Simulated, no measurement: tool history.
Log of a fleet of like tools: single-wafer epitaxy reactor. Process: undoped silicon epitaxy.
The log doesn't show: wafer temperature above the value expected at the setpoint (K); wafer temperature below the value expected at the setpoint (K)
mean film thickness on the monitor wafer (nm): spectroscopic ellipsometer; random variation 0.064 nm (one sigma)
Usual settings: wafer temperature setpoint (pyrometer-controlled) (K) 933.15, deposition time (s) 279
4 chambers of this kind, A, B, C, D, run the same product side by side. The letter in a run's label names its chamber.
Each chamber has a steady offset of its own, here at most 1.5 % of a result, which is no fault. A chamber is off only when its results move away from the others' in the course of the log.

run   hour  wafer temperature setpoint (pyrometer-controlled) (K)  deposition time (s)  hours since the last pyrometer calibration  read-back reference wafer on the same gauge, thickness_nm  mean film thickness on the monitor wafer (nm)
 1B   12.3                                                 933.15                  279                                      1526.3                                                     52.696                                         58.272
 2C   20.6                                                 933.15                  279                                      1260.1                                                     52.694                                         58.591
 3D   30.1                                                 933.15                  279                                          68                                                     52.674                                         57.702
 4A   37.9                                                 933.15                  279                                      1236.6                                                     52.689                                          57.39
 5B   44.7                                                 933.15                  279                                      1558.7                                                     52.682                                         58.181
 6D   50.8                                                 933.15                  279                                        88.7                                                     52.663                                         57.676
 7A   59.2                                                 933.15                  279                                      1257.9                                                     52.671                                         57.381
 8C   66.7                                                 933.15                  279                                      1306.2                                                     52.656                                         58.615
 9D   74.3                                                 933.15                  279                                       112.2                                                     52.649                                         57.835
10B   85.8                                                 933.15                  279                                      1599.8                                                     52.638                                         58.119
11C   95.1                                                 933.15                  279                                      1334.6                                                     52.631                                         58.652
12A    103                                                 933.15                  279                                      1301.7                                                     52.628                                         57.316
13B    112                                                 933.15                  279                                        1626                                                     52.618                                          58.08
14D  123.8                                                 933.15                  279                                       161.7                                                     52.599                                         57.684
15C  133.7                                                 933.15                  279                                      1373.2                                                       52.6                                         58.555
16A  141.2                                                 939.15                  296                                      1339.9                                                     52.592                                         68.907
17B  152.8                                                 939.15                  296                                      1666.8                                                     52.589                                         69.859
18C  165.5                                                 939.15                  296                                        1405                                                     52.564                                          70.55
19A    178                                                 939.15                  296                                      1376.7                                                      52.59                                         68.853
20D  188.5                                                 933.15                  279                                       226.4                                                     52.554                                         57.685
21D  198.2                                                 933.15                  279                                       236.1                                                      52.55                                         57.634
22C  203.8                                                 933.15                  279                                      1443.3                                                     52.546                                          58.59
23B    215                                                 933.15                  279                                        1729                                                     52.533                                         58.039
24A  225.3                                                 933.15                  279                                        1424                                                     52.552                                         57.157
25B    235                                                 933.15                  279                                        1749                                                     52.519                                         58.074
26A  247.3                                                 933.15                  279                                        1446                                                     52.533                                         57.124
27C  259.7                                                 933.15                  279                                      1499.2                                                     52.517                                         58.465
28D  265.5                                                 933.15                  279                                       303.4                                                     52.522                                          57.55
29C  275.3                                                 933.15                  279                                      1514.8                                                     52.507                                         58.368
30A  284.6                                                 933.15                  279                                      1483.3                                                     52.496                                         57.087
31D  295.7                                                 933.15                  279                                       333.6                                                     52.498                                         57.632
32B  303.1                                                 933.15                  279                                      1817.1                                                     52.479                                         57.981
33B  311.3                                                 933.15                  279                                      1825.3                                                     52.476                                         57.865
34C  321.8                                                 933.15                  279                                      1561.3                                                     52.456                                         58.404
35D    328                                                 933.15                  279                                       365.9                                                     52.455                                         57.615

Is one chamber off against the others, does the gauge drift, or is nothing wrong? If a chamber is off, say which, and what the likeliest cause is.

The gauge drifts, so all chambers seem to drift together. No chamber is off.
Cause: gauge reads low (%) = 0.451.
